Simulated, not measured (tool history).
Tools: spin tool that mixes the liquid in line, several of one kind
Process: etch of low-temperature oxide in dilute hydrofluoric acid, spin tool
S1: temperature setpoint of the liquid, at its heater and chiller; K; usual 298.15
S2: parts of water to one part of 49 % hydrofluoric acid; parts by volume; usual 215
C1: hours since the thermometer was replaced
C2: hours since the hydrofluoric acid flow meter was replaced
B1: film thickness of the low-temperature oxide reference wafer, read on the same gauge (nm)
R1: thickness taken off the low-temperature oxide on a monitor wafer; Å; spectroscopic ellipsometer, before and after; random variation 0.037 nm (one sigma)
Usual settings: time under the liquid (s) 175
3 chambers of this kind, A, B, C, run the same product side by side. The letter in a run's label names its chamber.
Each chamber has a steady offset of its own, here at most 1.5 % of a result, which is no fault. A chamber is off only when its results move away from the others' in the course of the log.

{"day": 0.221, "done": "chamber A: thermometer replaced"}
{"run": "1A", "day": 0.242, "S1": 298.15, "S2": 215, "time under the liquid (s)": 175, "C1": 0.6, "C2": 698.7, "B1": 60.016, "R1": 77.643}
{"run": "2B", "day": 0.45, "S1": 298.15, "S2": 215, "time under the liquid (s)": 175, "C1": 463.1, "C2": 206.2, "B1": 59.993, "R1": 78.343}
{"run": "3C", "day": 0.75, "S1": 298.15, "S2": 215, "time under the liquid (s)": 175, "C1": 537.8, "C2": 437.7, "B1": 59.993, "R1": 78.626}
{"run": "4B", "day": 1.004, "S1": 298.15, "S2": 215, "time under the liquid (s)": 175, "C1": 476.4, "C2": 219.5, "B1": 60.007, "R1": 77.871}
{"run": "5C", "day": 1.183, "S1": 298.15, "S2": 215, "time under the liquid (s)": 175, "C1": 548.2, "C2": 448.1, "B1": 59.974, "R1": 79.152}
{"run": "6A", "day": 1.388, "S1": 298.15, "S2": 215, "time under the liquid (s)": 175, "C1": 28.1, "C2": 726.2, "B1": 60.004, "R1": 77.545}
{"run": "7B", "day": 1.679, "S1": 298.15, "S2": 215, "time under the liquid (s)": 175, "C1": 492.6, "C2": 235.7, "B1": 59.952, "R1": 78.77}
{"run": "8C", "day": 1.812, "S1": 298.15, "S2": 215, "time under the liquid (s)": 175, "C1": 563.3, "C2": 463.2, "B1": 60.036, "R1": 79.203}
{"run": "9A", "day": 1.979, "S1": 298.15, "S2": 215, "time under the liquid (s)": 175, "C1": 42.3, "C2": 740.4, "B1": 59.975, "R1": 78.113}
{"run": "10C", "day": 2.183, "S1": 298.15, "S2": 215, "time under the liquid (s)": 175, "C1": 572.2, "C2": 472.1, "B1": 59.996, "R1": 79.051}
{"run": "11A", "day": 2.471, "S1": 298.15, "S2": 215, "time under the liquid (s)": 175, "C1": 54.1, "C2": 752.2, "B1": 59.999, "R1": 77.95}
{"run": "12B", "day": 2.75, "S1": 298.15, "S2": 215, "time under the liquid (s)": 175, "C1": 518.3, "C2": 261.4, "B1": 59.996, "R1": 78.152}
{"run": "13B", "day": 2.908, "S1": 298.15, "S2": 215, "time under the liquid (s)": 175, "C1": 522.1, "C2": 265.2, "B1": 59.997, "R1": 77.736}
{"run": "14C", "day": 3.125, "S1": 298.15, "S2": 215, "time under the liquid (s)": 175, "C1": 594.8, "C2": 494.7, "B1": 59.979, "R1": 79.097}
{"run": "15A", "day": 3.421, "S1": 298.15, "S2": 215, "time under the liquid (s)": 175, "C1": 76.9, "C2": 775.0, "B1": 59.975, "R1": 77.564}
{"run": "16B", "day": 3.712, "S1": 298.15, "S2": 215, "time under the liquid (s)": 175, "C1": 541.4, "C2": 284.5, "B1": 60.008, "R1": 78.011}
{"run": "17A", "day": 4.004, "S1": 298.15, "S2": 215, "time under the liquid (s)": 175, "C1": 90.9, "C2": 789.0, "B1": 60.008, "R1": 77.549}
{"run": "18C", "day": 4.171, "S1": 302.15, "S2": 215, "time under the liquid (s)": 235, "C1": 619.9, "C2": 519.8, "B1": 59.978, "R1": 123.21}
{"run": "19A", "day": 4.462, "S1": 302.15, "S2": 215, "time under the liquid (s)": 235, "C1": 101.9, "C2": 800.0, "B1": 60.002, "R1": 119.25}
{"run": "20B", "day": 4.621, "S1": 302.15, "S2": 215, "time under the liquid (s)": 235, "C1": 563.2, "C2": 306.3, "B1": 60.01, "R1": 120.46}
{"run": "21C", "day": 4.867, "S1": 298.15, "S2": 215, "time under the liquid (s)": 175, "C1": 636.6, "C2": 536.5, "B1": 60.042, "R1": 80.209}
{"run": "22B", "day": 5.079, "S1": 298.15, "S2": 215, "time under the liquid (s)": 175, "C1": 574.2, "C2": 317.3, "B1": 59.994, "R1": 78.131}
{"run": "23A", "day": 5.3, "S1": 298.15, "S2": 215, "time under the liquid (s)": 175, "C1": 122.0, "C2": 820.1, "B1": 59.97, "R1": 77.225}
{"run": "24C", "day": 5.588, "S1": 298.15, "S2": 215, "time under the liquid (s)": 175, "C1": 653.9, "C2": 553.8, "B1": 60.03, "R1": 80.303}
{"run": "25C", "day": 5.758, "S1": 298.15, "S2": 215, "time under the liquid (s)": 175, "C1": 658.0, "C2": 557.9, "B1": 59.983, "R1": 80.299}
{"run": "26B", "day": 5.958, "S1": 298.15, "S2": 215, "time under the liquid (s)": 175, "C1": 595.3, "C2": 338.4, "B1": 59.989, "R1": 78.319}
{"day": 6.1, "done": "chamber A: hydrofluoric acid flow meter replaced"}
{"run": "27A", "day": 6.167, "S1": 298.15, "S2": 215, "time under the liquid (s)": 265, "C1": 142.8, "C2": 1.7, "B1": 60.017, "R1": 117.63}
{"run": "28A", "day": 6.321, "S1": 298.15, "S2": 215, "time under the liquid (s)": 265, "C1": 146.5, "C2": 5.4, "B1": 60.005, "R1": 117.46}
{"run": "29C", "day": 6.617, "S1": 298.15, "S2": 215, "time under the liquid (s)": 265, "C1": 678.6, "C2": 578.5, "B1": 60.041, "R1": 122.31}
{"run": "30B", "day": 6.767, "S1": 298.15, "S2": 215, "time under the liquid (s)": 175, "C1": 614.7, "C2": 357.8, "B1": 59.978, "R1": 77.665}
{"run": "31A", "day": 7.033, "S1": 298.15, "S2": 215, "time under the liquid (s)": 175, "C1": 163.6, "C2": 22.5, "B1": 59.989, "R1": 78.544}
{"run": "32B", "day": 7.275, "S1": 298.15, "S2": 215, "time under the liquid (s)": 175, "C1": 626.9, "C2": 370.0, "B1": 59.985, "R1": 78.128}
{"run": "33C", "day": 7.458, "S1": 298.15, "S2": 215, "time under the liquid (s)": 175, "C1": 698.8, "C2": 598.7, "B1": 60.024, "R1": 80.518}
{"run": "34C", "day": 7.725, "S1": 298.15, "S2": 215, "time under the liquid (s)": 175, "C1": 705.2, "C2": 605.1, "B1": 60.016, "R1": 81.267}
{"run": "35B", "day": 7.904, "S1": 298.15, "S2": 270, "time under the liquid (s)": 255, "C1": 642.0, "C2": 385.1, "B1": 59.993, "R1": 85.818}
{"run": "36A", "day": 8.133, "S1": 298.15, "S2": 270, "time under the liquid (s)": 255, "C1": 190.0, "C2": 48.9, "B1": 60.018, "R1": 85.582}
{"run": "37A", "day": 8.421, "S1": 298.15, "S2": 270, "time under the liquid (s)": 255, "C1": 196.9, "C2": 55.8, "B1": 60.04, "R1": 85.513}
{"run": "38B", "day": 8.629, "S1": 298.15, "S2": 215, "time under the liquid (s)": 175, "C1": 659.4, "C2": 402.5, "B1": 59.992, "R1": 78.291}
{"run": "39C", "day": 8.821, "S1": 298.15, "S2": 215, "time under the liquid (s)": 175, "C1": 731.5, "C2": 631.4, "B1": 60.007, "R1": 81.852}
{"run": "40B", "day": 9.029, "S1": 298.15, "S2": 215, "time under the liquid (s)": 175, "C1": 669.0, "C2": 412.1, "B1": 60.022, "R1": 78.623}
{"run": "41A", "day": 9.288, "S1": 298.15, "S2": 215, "time under the liquid (s)": 175, "C1": 217.7, "C2": 76.6, "B1": 60.038, "R1": 77.983}
{"run": "42C", "day": 9.571, "S1": 298.15, "S2": 260, "time under the liquid (s)": 105, "C1": 749.5, "C2": 649.4, "B1": 59.989, "R1": 38.665}

What goes on in this fleet: one chamber off, a drifting gauge, or nothing beyond the chambers' own small offsets? Name the chamber and the cause, if any.

Chamber C drifts away from the others.
Cause: hydrofluoric acid flow above the setpoint (%) = 3.01.
The log may not tell that from: liquid hotter than its thermometer reads (K).

Here are 4 candidates for chamber C's next run, each the usual settings with a change, their results left as question marks. Which one brings its results back in line with what the others give on the usual settings?
In line means no further than this from the other chambers' mean on the usual settings: R1 1.300 Å
{"run": "43C-1", "day": 9.788, "S1": 295.65, "S2": 215, "time under the liquid (s)": 175, "R1": "?"}
{"run": "43C-2", "day": 9.788, "S1": 298.15, "S2": 210, "time under the liquid (s)": 180, "R1": "?"}
{"run": "43C-3", "day": 9.788, "S1": 296.65, "S2": 215, "time under the liquid (s)": 175, "R1": "?"}
{"run": "43C-4", "day": 9.788, "S1": 298.15, "S2": 205, "time under the liquid (s)": 180, "R1": "?"}

The other chambers' mean on the usual settings: R1 77.897 Å
run=43C-1 R1=74.658
run=43C-2 R1=86.831
run=43C-3 R1=77.544
run=43C-4 R1=89.466
43C-3 brings the chamber back in line.
